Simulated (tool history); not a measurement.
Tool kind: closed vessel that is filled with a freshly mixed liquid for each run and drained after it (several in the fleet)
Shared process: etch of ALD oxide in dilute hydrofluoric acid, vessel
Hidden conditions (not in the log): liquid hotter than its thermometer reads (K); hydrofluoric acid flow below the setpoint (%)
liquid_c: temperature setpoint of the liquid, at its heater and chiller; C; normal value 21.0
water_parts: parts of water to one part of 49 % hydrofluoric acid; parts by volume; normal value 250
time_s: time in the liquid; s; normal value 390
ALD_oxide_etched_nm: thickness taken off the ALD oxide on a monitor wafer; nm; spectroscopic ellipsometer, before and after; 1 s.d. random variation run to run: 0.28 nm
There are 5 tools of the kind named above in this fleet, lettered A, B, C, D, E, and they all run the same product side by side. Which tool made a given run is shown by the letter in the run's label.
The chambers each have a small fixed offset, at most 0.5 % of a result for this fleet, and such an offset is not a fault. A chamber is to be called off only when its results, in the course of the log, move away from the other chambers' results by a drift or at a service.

| run | hour | liquid_c | water_parts | time_s | hours since the thermometer was replaced | hours since the hydrofluoric acid flow meter was replaced | read-back film thickness of the ALD oxide reference wafer, read on the same gauge (nm) | ALD_oxide_etched_nm |
|---|---|---|---|---|---|---|---|---|
| 1C | 5.0 | 21.0 | 250 | 390 | 1213.5 | 300.3 | 60.000 | 38.205 |
| 2E | 13.1 | 21.0 | 250 | 390 | 161.3 | 733.9 | 60.043 | 38.644 |
| 3D | 22.4 | 21.0 | 250 | 390 | 1965.1 | 1683.4 | 60.016 | 38.649 |
|  | 26.4 | chamber A: hydrofluoric acid flow meter replaced |
| 4A | 27.3 | 21.0 | 250 | 390 | 824.4 | 0.9 | 59.986 | 38.585 |
| 5B | 36.9 | 21.0 | 250 | 390 | 482.3 | 639.7 | 60.028 | 38.595 |
| 6E | 42.2 | 21.0 | 250 | 390 | 190.4 | 763.0 | 59.982 | 38.577 |
| 7D | 47.4 | 21.0 | 250 | 390 | 1990.1 | 1708.4 | 59.959 | 38.356 |
| 8C | 57.5 | 21.0 | 250 | 390 | 1266.0 | 352.8 | 60.053 | 38.480 |
| 9B | 62.6 | 21.0 | 250 | 390 | 508.0 | 665.4 | 60.029 | 38.451 |
|  | 66.5 | chamber D: thermometer replaced |
| 10A | 69.1 | 21.0 | 250 | 390 | 866.2 | 42.7 | 59.998 | 38.541 |
| 11E | 76.6 | 21.0 | 250 | 390 | 224.8 | 797.4 | 60.044 | 38.817 |
| 12C | 84.9 | 21.0 | 250 | 390 | 1293.4 | 380.2 | 60.058 | 37.914 |
| 13A | 90.6 | 21.0 | 250 | 390 | 887.7 | 64.2 | 60.035 | 38.349 |
| 14D | 96.6 | 21.0 | 250 | 505 | 30.1 | 1757.6 | 60.046 | 50.130 |
| 15B | 104.3 | 21.0 | 250 | 505 | 549.7 | 707.1 | 60.041 | 50.784 |
| 16E | 111.4 | 21.0 | 250 | 505 | 259.6 | 832.2 | 59.974 | 50.101 |
| 17C | 117.8 | 21.0 | 250 | 505 | 1326.3 | 413.1 | 60.033 | 49.844 |
| 18B | 123.8 | 21.0 | 250 | 505 | 569.2 | 726.6 | 59.960 | 49.603 |
| 19A | 128.2 | 21.0 | 250 | 390 | 925.3 | 101.8 | 60.015 | 38.403 |
| 20D | 138.4 | 21.0 | 250 | 390 | 71.9 | 1799.4 | 59.992 | 38.452 |
| 21B | 146.7 | 21.0 | 250 | 390 | 592.1 | 749.5 | 60.038 | 39.019 |
| 22C | 156.0 | 21.0 | 250 | 390 | 1364.5 | 451.3 | 59.989 | 38.745 |
| 23A | 161.8 | 17.0 | 150 | 390 | 958.9 | 135.4 | 59.968 | 60.351 |
| 24D | 170.7 | 17.0 | 150 | 390 | 104.2 | 1831.7 | 59.991 | 59.765 |
| 25E | 179.8 | 17.0 | 150 | 390 | 328.0 | 900.6 | 60.035 | 60.556 |
| 26D | 187.5 | 17.0 | 150 | 390 | 121.0 | 1848.5 | 59.968 | 59.091 |
| 27C | 192.5 | 17.0 | 150 | 390 | 1401.0 | 487.8 | 60.009 | 60.852 |
| 28E | 197.4 | 21.0 | 250 | 390 | 345.6 | 918.2 | 60.042 | 38.634 |
| 29B | 207.0 | 21.0 | 250 | 390 | 652.4 | 809.8 | 59.981 | 38.093 |
|  | 213.9 | chamber C: hydrofluoric acid flow meter replaced |
| 30A | 216.8 | 21.0 | 250 | 390 | 1013.9 | 190.4 | 60.028 | 38.696 |
| 31A | 227.0 | 21.0 | 250 | 390 | 1024.1 | 200.6 | 60.043 | 37.820 |
| 32B | 232.0 | 21.0 | 250 | 390 | 677.4 | 834.8 | 60.001 | 38.687 |
| 33E | 241.3 | 21.0 | 250 | 390 | 389.5 | 962.1 | 60.010 | 38.651 |
| 34D | 248.1 | 21.0 | 250 | 390 | 181.6 | 1909.1 | 59.956 | 38.619 |
| 35C | 256.0 | 21.0 | 250 | 390 | 1464.5 | 42.2 | 60.033 | 38.329 |
| 36B | 263.5 | 21.0 | 250 | 390 | 708.9 | 866.3 | 59.992 | 38.850 |
| 37C | 273.7 | 17.5 | 355 | 390 | 1482.2 | 59.9 | 60.045 | 21.538 |
| 38A | 278.3 | 17.5 | 355 | 390 | 1075.4 | 251.9 | 60.049 | 21.615 |
| 39D | 283.5 | 17.5 | 355 | 390 | 217.0 | 1944.5 | 60.024 | 21.827 |
| 40E | 291.1 | 17.5 | 355 | 390 | 439.3 | 1011.9 | 59.949 | 22.132 |
| 41D | 300.7 | 17.5 | 355 | 390 | 234.2 | 1961.7 | 60.007 | 21.683 |

Next, all 5 chambers run the settings below, one line each with question marks for the results. What does each chamber give?
| 42A | 308.1 | 24.0 | 250 | 390 |  |  |  | ? |
| 42B | 308.1 | 24.0 | 250 | 390 |  |  |  | ? |
| 42C | 308.1 | 24.0 | 250 | 390 |  |  |  | ? |
| 42D | 308.1 | 24.0 | 250 | 390 |  |  |  | ? |
| 42E | 308.1 | 24.0 | 250 | 390 |  |  |  | ? |

| run | ALD_oxide_etched_nm |
|---|---|
| 42A | 43.509 |
| 42B | 42.692 |
| 42C | 43.018 |
| 42D | 42.233 |
| 42E | 43.073 |

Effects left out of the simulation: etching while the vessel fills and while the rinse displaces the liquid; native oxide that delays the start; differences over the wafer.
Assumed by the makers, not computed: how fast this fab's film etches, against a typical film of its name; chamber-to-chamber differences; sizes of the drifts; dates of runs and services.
